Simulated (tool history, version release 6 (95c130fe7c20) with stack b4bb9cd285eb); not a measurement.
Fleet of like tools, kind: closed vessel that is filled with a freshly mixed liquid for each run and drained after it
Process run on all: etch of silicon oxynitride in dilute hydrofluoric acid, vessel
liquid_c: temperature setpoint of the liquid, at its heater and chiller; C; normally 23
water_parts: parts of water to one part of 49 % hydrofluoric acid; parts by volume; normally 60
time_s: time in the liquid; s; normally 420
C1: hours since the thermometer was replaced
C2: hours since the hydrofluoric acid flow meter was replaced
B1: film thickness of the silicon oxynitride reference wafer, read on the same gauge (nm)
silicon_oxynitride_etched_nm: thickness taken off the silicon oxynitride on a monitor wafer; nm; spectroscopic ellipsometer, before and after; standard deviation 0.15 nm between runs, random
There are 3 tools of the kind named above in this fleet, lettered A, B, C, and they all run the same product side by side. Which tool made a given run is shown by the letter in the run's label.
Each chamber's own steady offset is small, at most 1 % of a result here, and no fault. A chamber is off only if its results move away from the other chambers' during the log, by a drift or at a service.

run 1A hour=12.3 | liquid_c=23 water_parts=60 time_s=420 | C1=472.6 C2=990.3 | B1=109.99 | silicon_oxynitride_etched_nm=32.692
run 2B hour=20.9 | liquid_c=23 water_parts=60 time_s=420 | C1=1090.9 C2=32.4 | B1=110.01 | silicon_oxynitride_etched_nm=33.061
run 3C hour=31.8 | liquid_c=23 water_parts=60 time_s=420 | C1=2026.7 C2=638.6 | B1=109.98 | silicon_oxynitride_etched_nm=32.911
run 4C hour=41 | liquid_c=23 water_parts=60 time_s=420 | C1=2035.9 C2=647.8 | B1=110 | silicon_oxynitride_etched_nm=33.034
run 5A hour=52.4 | liquid_c=23 water_parts=60 time_s=420 | C1=512.7 C2=1030.4 | B1=109.99 | silicon_oxynitride_etched_nm=32.794
run 6B hour=60.8 | liquid_c=23 water_parts=30 time_s=420 | C1=1130.8 C2=72.3 | B1=110 | silicon_oxynitride_etched_nm=67.494
run 7A hour=73.4 | liquid_c=23 water_parts=30 time_s=420 | C1=533.7 C2=1051.4 | B1=110.01 | silicon_oxynitride_etched_nm=68.731
run 8B hour=85.2 | liquid_c=23 water_parts=30 time_s=420 | C1=1155.2 C2=96.7 | B1=109.97 | silicon_oxynitride_etched_nm=67.983
run 9C hour=96.3 | liquid_c=23 water_parts=60 time_s=420 | C1=2091.2 C2=703.1 | B1=109.96 | silicon_oxynitride_etched_nm=33.201
run 10B hour=106.8 | liquid_c=23 water_parts=60 time_s=420 | C1=1176.8 C2=118.3 | B1=109.99 | silicon_oxynitride_etched_nm=32.834
run 11A hour=118.2 | liquid_c=23 water_parts=60 time_s=420 | C1=578.5 C2=1096.2 | B1=110 | silicon_oxynitride_etched_nm=32.747
-- hour=125.4 chamber C: thermometer replaced
run 12C hour=127.6 | liquid_c=23 water_parts=70 time_s=540 | C1=2.3 C2=734.4 | B1=110.01 | silicon_oxynitride_etched_nm=35.895
run 13A hour=133.5 | liquid_c=23 water_parts=70 time_s=540 | C1=593.8 C2=1111.5 | B1=110.01 | silicon_oxynitride_etched_nm=35.69
-- hour=136.8 chamber C: hydrofluoric acid flow meter replaced
run 14B hour=143.9 | liquid_c=23 water_parts=70 time_s=540 | C1=1213.9 C2=155.4 | B1=110.06 | silicon_oxynitride_etched_nm=36.035
run 15C hour=155.2 | liquid_c=23 water_parts=60 time_s=420 | C1=29.9 C2=18.4 | B1=110.01 | silicon_oxynitride_etched_nm=33.109
run 16B hour=167.3 | liquid_c=20.5 water_parts=60 time_s=420 | C1=1237.3 C2=178.8 | B1=109.99 | silicon_oxynitride_etched_nm=29.222
run 17A hour=177.9 | liquid_c=20.5 water_parts=60 time_s=420 | C1=638.2 C2=1155.9 | B1=110.03 | silicon_oxynitride_etched_nm=28.798
run 18C hour=186.4 | liquid_c=20.5 water_parts=60 time_s=420 | C1=61.1 C2=49.6 | B1=109.99 | silicon_oxynitride_etched_nm=29.204
run 19B hour=192.9 | liquid_c=23 water_parts=60 time_s=420 | C1=1262.9 C2=204.4 | B1=109.97 | silicon_oxynitride_etched_nm=32.807
run 20C hour=201.7 | liquid_c=23 water_parts=80 time_s=420 | C1=76.4 C2=64.9 | B1=110 | silicon_oxynitride_etched_nm=24.355
run 21A hour=207.6 | liquid_c=23 water_parts=80 time_s=420 | C1=667.9 C2=1185.6 | B1=110.04 | silicon_oxynitride_etched_nm=24.071
run 22C hour=214 | liquid_c=23 water_parts=80 time_s=420 | C1=88.7 C2=77.2 | B1=110.01 | silicon_oxynitride_etched_nm=24.517
run 23A hour=225.6 | liquid_c=23 water_parts=60 time_s=420 | C1=685.9 C2=1203.6 | B1=109.99 | silicon_oxynitride_etched_nm=32.959
run 24B hour=236.6 | liquid_c=23 water_parts=60 time_s=420 | C1=1306.6 C2=248.1 | B1=110 | silicon_oxynitride_etched_nm=32.802
run 25C hour=249.5 | liquid_c=23 water_parts=60 time_s=420 | C1=124.2 C2=112.7 | B1=110 | silicon_oxynitride_etched_nm=33.275
run 26B hour=258.3 | liquid_c=23 water_parts=60 time_s=420 | C1=1328.3 C2=269.8 | B1=109.99 | silicon_oxynitride_etched_nm=33.144
run 27A hour=264.8 | liquid_c=23 water_parts=60 time_s=420 | C1=725.1 C2=1242.8 | B1=110.01 | silicon_oxynitride_etched_nm=32.77
run 28A hour=277.6 | liquid_c=25.5 water_parts=60 time_s=420 | C1=737.9 C2=1255.6 | B1=110.01 | silicon_oxynitride_etched_nm=36.995

All 3 chambers run these settings next. Forecast each chamber's results:
run 29A hour=286.8 | liquid_c=20.5 water_parts=60 time_s=420 | silicon_oxynitride_etched_nm=?
run 29B hour=286.8 | liquid_c=20.5 water_parts=60 time_s=420 | silicon_oxynitride_etched_nm=?
run 29C hour=286.8 | liquid_c=20.5 water_parts=60 time_s=420 | silicon_oxynitride_etched_nm=?

run=29A silicon_oxynitride_etched_nm=28.614
run=29B silicon_oxynitride_etched_nm=29.234
run=29C silicon_oxynitride_etched_nm=29.545
